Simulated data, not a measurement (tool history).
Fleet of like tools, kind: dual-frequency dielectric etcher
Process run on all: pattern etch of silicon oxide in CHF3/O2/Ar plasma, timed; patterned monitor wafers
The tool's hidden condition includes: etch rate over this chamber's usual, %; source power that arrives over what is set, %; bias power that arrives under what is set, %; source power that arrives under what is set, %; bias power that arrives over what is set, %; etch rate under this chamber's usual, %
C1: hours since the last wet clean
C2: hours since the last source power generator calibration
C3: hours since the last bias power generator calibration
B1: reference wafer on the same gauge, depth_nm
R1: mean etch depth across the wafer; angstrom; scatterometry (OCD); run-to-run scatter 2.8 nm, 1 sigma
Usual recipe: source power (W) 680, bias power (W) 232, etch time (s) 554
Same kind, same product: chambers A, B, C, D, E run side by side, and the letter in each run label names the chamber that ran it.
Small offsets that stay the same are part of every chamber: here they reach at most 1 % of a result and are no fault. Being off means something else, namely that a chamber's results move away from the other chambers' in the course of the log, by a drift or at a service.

run 1B day=0.346 | source_power_(W)=680 bias_power_(W)=232 etch_time_(s)=554 | C1=352 C2=3942.4 C3=3310.8 | B1=1070.1 | R1=12582
run 2D day=0.796 | source_power_(W)=680 bias_power_(W)=232 etch_time_(s)=554 | C1=406 C2=1181.3 C3=1901.5 | B1=1070.1 | R1=12460
run 3E day=1.238 | source_power_(W)=680 bias_power_(W)=232 etch_time_(s)=554 | C1=433.7 C2=2987.9 C3=3565.6 | B1=1070.1 | R1=12462
run 4A day=1.458 | source_power_(W)=680 bias_power_(W)=232 etch_time_(s)=554 | C1=181.5 C2=2076.5 C3=1354.9 | B1=1069.3 | R1=12555
run 5C day=1.696 | source_power_(W)=680 bias_power_(W)=232 etch_time_(s)=554 | C1=209.8 C2=2745 C3=329.1 | B1=1069.9 | R1=12621
run 6E day=2.125 | source_power_(W)=680 bias_power_(W)=232 etch_time_(s)=554 | C1=455 C2=3009.2 C3=3586.9 | B1=1070.2 | R1=12522
-- day=2.425 chamber D: wet clean of the chamber
run 7D day=2.492 | source_power_(W)=680 bias_power_(W)=267 etch_time_(s)=554 | C1=1.7 C2=1222 C3=1942.2 | B1=1070.1 | R1=13133
run 8C day=2.942 | source_power_(W)=680 bias_power_(W)=267 etch_time_(s)=554 | C1=239.7 C2=2774.9 C3=359 | B1=1070 | R1=13186
run 9B day=3.371 | source_power_(W)=680 bias_power_(W)=267 etch_time_(s)=554 | C1=424.6 C2=4015 C3=3383.4 | B1=1070.2 | R1=13275
run 10A day=3.821 | source_power_(W)=680 bias_power_(W)=267 etch_time_(s)=554 | C1=238.2 C2=2133.2 C3=1411.6 | B1=1069.2 | R1=13175
run 11B day=4.071 | source_power_(W)=680 bias_power_(W)=267 etch_time_(s)=554 | C1=441.4 C2=4031.8 C3=3400.2 | B1=1070.2 | R1=13257
run 12E day=4.408 | source_power_(W)=680 bias_power_(W)=232 etch_time_(s)=554 | C1=509.8 C2=3064 C3=3641.7 | B1=1070.1 | R1=12440
run 13C day=4.796 | source_power_(W)=680 bias_power_(W)=232 etch_time_(s)=554 | C1=284.2 C2=2819.4 C3=403.5 | B1=1070 | R1=12489
run 14D day=5.075 | source_power_(W)=680 bias_power_(W)=232 etch_time_(s)=554 | C1=63.7 C2=1284 C3=2004.2 | B1=1069.8 | R1=12481
run 15A day=5.312 | source_power_(W)=680 bias_power_(W)=232 etch_time_(s)=554 | C1=274 C2=2169 C3=1447.4 | B1=1070 | R1=12542
run 16A day=5.529 | source_power_(W)=680 bias_power_(W)=232 etch_time_(s)=554 | C1=279.2 C2=2174.2 C3=1452.6 | B1=1070.4 | R1=12558
run 17E day=5.85 | source_power_(W)=680 bias_power_(W)=232 etch_time_(s)=554 | C1=544.4 C2=3098.6 C3=3676.3 | B1=1070.3 | R1=12505
run 18B day=6.183 | source_power_(W)=680 bias_power_(W)=232 etch_time_(s)=554 | C1=492.1 C2=4082.5 C3=3450.9 | B1=1070.1 | R1=12564
run 19C day=6.667 | source_power_(W)=680 bias_power_(W)=232 etch_time_(s)=554 | C1=329.1 C2=2864.3 C3=448.4 | B1=1069.9 | R1=12432
run 20D day=7.092 | source_power_(W)=680 bias_power_(W)=232 etch_time_(s)=554 | C1=112.1 C2=1332.4 C3=2052.6 | B1=1069.6 | R1=12488
run 21D day=7.442 | source_power_(W)=680 bias_power_(W)=232 etch_time_(s)=554 | C1=120.5 C2=1340.8 C3=2061 | B1=1069.7 | R1=12465
-- day=7.712 chamber A: wet clean of the chamber
run 22C day=7.833 | source_power_(W)=610 bias_power_(W)=232 etch_time_(s)=554 | C1=357.1 C2=2892.3 C3=476.4 | B1=1070.1 | R1=11920
run 23B day=8.179 | source_power_(W)=610 bias_power_(W)=232 etch_time_(s)=554 | C1=540 C2=4130.4 C3=3498.8 | B1=1069.8 | R1=12088
run 24A day=8.412 | source_power_(W)=610 bias_power_(W)=232 etch_time_(s)=554 | C1=16.9 C2=2243.4 C3=1521.8 | B1=1070 | R1=12031
run 25E day=8.633 | source_power_(W)=610 bias_power_(W)=232 etch_time_(s)=554 | C1=611.2 C2=3165.4 C3=3743.1 | B1=1069.9 | R1=11945
run 26A day=8.867 | source_power_(W)=610 bias_power_(W)=232 etch_time_(s)=554 | C1=27.8 C2=2254.3 C3=1532.7 | B1=1069.7 | R1=12044
run 27B day=9.204 | source_power_(W)=680 bias_power_(W)=232 etch_time_(s)=554 | C1=564.6 C2=4155 C3=3523.4 | B1=1069.7 | R1=12634
-- day=9.208 chamber D: bias power generator calibrated
run 28E day=9.629 | source_power_(W)=680 bias_power_(W)=232 etch_time_(s)=554 | C1=635.1 C2=3189.3 C3=3767 | B1=1070 | R1=12483
-- day=9.8 chamber D: source power generator calibrated
run 29C day=10.058 | source_power_(W)=680 bias_power_(W)=232 etch_time_(s)=554 | C1=410.5 C2=2945.7 C3=529.8 | B1=1069.7 | R1=12374
run 30D day=10.408 | source_power_(W)=780 bias_power_(W)=232 etch_time_(s)=713 | C1=191.7 C2=14.6 C3=28.9 | B1=1070.3 | R1=16836
run 31C day=10.65 | source_power_(W)=780 bias_power_(W)=232 etch_time_(s)=713 | C1=424.7 C2=2959.9 C3=544 | B1=1070.3 | R1=16762
-- day=10.683 chamber B: wet clean of the chamber
run 32E day=10.9 | source_power_(W)=780 bias_power_(W)=232 etch_time_(s)=713 | C1=665.6 C2=3219.8 C3=3797.5 | B1=1069.3 | R1=16911
run 33A day=11.375 | source_power_(W)=780 bias_power_(W)=232 etch_time_(s)=713 | C1=88 C2=2314.5 C3=1592.9 | B1=1070.3 | R1=17055
run 34B day=11.679 | source_power_(W)=780 bias_power_(W)=232 etch_time_(s)=713 | C1=23.9 C2=4214.4 C3=3582.8 | B1=1069.8 | R1=17033

Predict what each chamber gives when all 5 of them run the settings below next.
run 35A day=12.033 | source_power_(W)=680 bias_power_(W)=232 etch_time_(s)=554 | R1=?
run 35B day=12.033 | source_power_(W)=680 bias_power_(W)=232 etch_time_(s)=554 | R1=?
run 35C day=12.033 | source_power_(W)=680 bias_power_(W)=232 etch_time_(s)=554 | R1=?
run 35D day=12.033 | source_power_(W)=680 bias_power_(W)=232 etch_time_(s)=554 | R1=?
run 35E day=12.033 | source_power_(W)=680 bias_power_(W)=232 etch_time_(s)=554 | R1=?

run=35A R1=12564
run=35B R1=12539
run=35C R1=12297
run=35D R1=12478
run=35E R1=12502
